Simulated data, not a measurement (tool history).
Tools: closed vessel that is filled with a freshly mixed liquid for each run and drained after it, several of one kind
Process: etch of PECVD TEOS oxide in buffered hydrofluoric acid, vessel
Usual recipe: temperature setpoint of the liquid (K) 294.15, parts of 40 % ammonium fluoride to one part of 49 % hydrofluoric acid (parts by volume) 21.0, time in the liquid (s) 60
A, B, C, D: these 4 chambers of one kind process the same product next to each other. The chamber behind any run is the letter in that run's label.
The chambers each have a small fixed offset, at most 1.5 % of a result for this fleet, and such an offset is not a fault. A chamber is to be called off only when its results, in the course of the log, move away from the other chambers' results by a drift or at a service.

| run | day | temperature setpoint of the liquid (K) | parts of 40 % ammonium fluoride to one part of 49 % hydrofluoric acid (parts by volume) | time in the liquid (s) | hours since the thermometer was replaced | hours since the hydrofluoric acid flow meter was replaced | read-back film thickness of the PECVD TEOS oxide reference wafer, read on the same gauge (nm) | thickness taken off the PECVD TEOS oxide on a monitor wafer (angstrom) |
|---|---|---|---|---|---|---|---|---|
| 1A | 0.462 | 294.15 | 21.0 | 60 | 177.2 | 1603.1 | 120.00 | 331.43 |
| 2D | 0.833 | 294.15 | 21.0 | 60 | 234.2 | 684.5 | 119.98 | 334.97 |
| 3C | 1.217 | 294.15 | 21.0 | 60 | 567.9 | 896.5 | 119.99 | 330.09 |
| 4B | 1.554 | 294.15 | 21.0 | 60 | 694.8 | 419.2 | 119.99 | 330.60 |
| 5D | 1.817 | 294.15 | 21.0 | 60 | 257.8 | 708.1 | 120.00 | 338.70 |
| 6A | 2.325 | 294.15 | 21.0 | 60 | 221.9 | 1647.8 | 119.97 | 330.95 |
| 7B | 2.758 | 294.15 | 21.0 | 60 | 723.7 | 448.1 | 120.03 | 332.54 |
| 8C | 3.288 | 294.15 | 21.0 | 60 | 617.6 | 946.2 | 119.98 | 329.21 |
| 9C | 3.683 | 294.15 | 21.0 | 60 | 627.1 | 955.7 | 119.98 | 331.04 |
| 10D | 4.188 | 290.15 | 21.0 | 80 | 314.7 | 765.0 | 120.04 | 359.10 |
| 11A | 4.492 | 290.15 | 21.0 | 80 | 273.9 | 1699.8 | 119.98 | 351.40 |
| 12B | 5.000 | 290.15 | 21.0 | 80 | 777.5 | 501.9 | 120.03 | 351.61 |
| 13D | 5.267 | 290.15 | 21.0 | 80 | 340.6 | 790.9 | 120.00 | 358.02 |
| 14A | 5.583 | 294.15 | 21.0 | 60 | 300.1 | 1726.0 | 120.00 | 331.72 |
| 15B | 5.879 | 294.15 | 21.0 | 60 | 798.6 | 523.0 | 120.02 | 330.54 |
| 16C | 6.267 | 294.15 | 21.0 | 60 | 689.1 | 1017.7 | 119.99 | 330.12 |
| 17B | 6.800 | 294.15 | 21.0 | 60 | 820.7 | 545.1 | 119.98 | 331.62 |
| 18D | 7.188 | 294.15 | 21.0 | 45 | 386.7 | 837.0 | 120.05 | 253.18 |
| 19C | 7.704 | 294.15 | 21.0 | 45 | 723.6 | 1052.2 | 120.02 | 248.24 |
| 20A | 8.021 | 294.15 | 21.0 | 45 | 358.6 | 1784.5 | 120.01 | 249.39 |
| 21A | 8.254 | 294.15 | 21.0 | 45 | 364.2 | 1790.1 | 120.04 | 250.82 |
| 22C | 8.642 | 294.15 | 21.0 | 60 | 746.1 | 1074.7 | 119.99 | 327.70 |
| 23B | 9.067 | 294.15 | 21.0 | 60 | 875.1 | 599.5 | 120.03 | 332.89 |
| 24D | 9.408 | 294.15 | 21.0 | 60 | 440.0 | 890.3 | 119.97 | 336.47 |
| 25D | 9.783 | 294.15 | 13.5 | 80 | 449.0 | 899.3 | 120.03 | 673.44 |
| 26A | 10.079 | 294.15 | 13.5 | 80 | 408.0 | 1833.9 | 119.99 | 676.98 |
| 27B | 10.567 | 294.15 | 13.5 | 80 | 911.1 | 635.5 | 119.97 | 680.72 |
|  | 11.079 | chamber C: hydrofluoric acid flow meter replaced |
| 28C | 11.096 | 294.15 | 13.5 | 80 | 805.0 | 0.4 | 120.01 | 664.90 |
| 29A | 11.638 | 294.15 | 21.0 | 60 | 445.4 | 1871.3 | 120.03 | 331.44 |
| 30C | 11.967 | 294.15 | 21.0 | 60 | 825.9 | 21.3 | 120.04 | 328.61 |
|  | 12.329 | chamber C: thermometer replaced |
| 31D | 12.388 | 294.15 | 17.0 | 30 | 511.5 | 961.8 | 119.97 | 203.22 |
| 32B | 12.883 | 294.15 | 17.0 | 30 | 966.7 | 691.1 | 120.02 | 202.88 |
| 33C | 13.329 | 294.15 | 17.0 | 30 | 24.1 | 54.0 | 120.04 | 199.66 |
| 34A | 13.729 | 294.15 | 17.0 | 30 | 495.6 | 1921.5 | 119.99 | 202.75 |
| 35B | 14.158 | 294.15 | 21.0 | 60 | 997.3 | 721.7 | 120.01 | 333.51 |

Does one chamber stand apart from the rest, does the shared gauge drift, or is all well apart from small per-chamber offsets? Give the chamber and the most likely cause, where there is one.

The fleet is healthy, with each chamber sitting at its usual small offset and no drift in the gauge.

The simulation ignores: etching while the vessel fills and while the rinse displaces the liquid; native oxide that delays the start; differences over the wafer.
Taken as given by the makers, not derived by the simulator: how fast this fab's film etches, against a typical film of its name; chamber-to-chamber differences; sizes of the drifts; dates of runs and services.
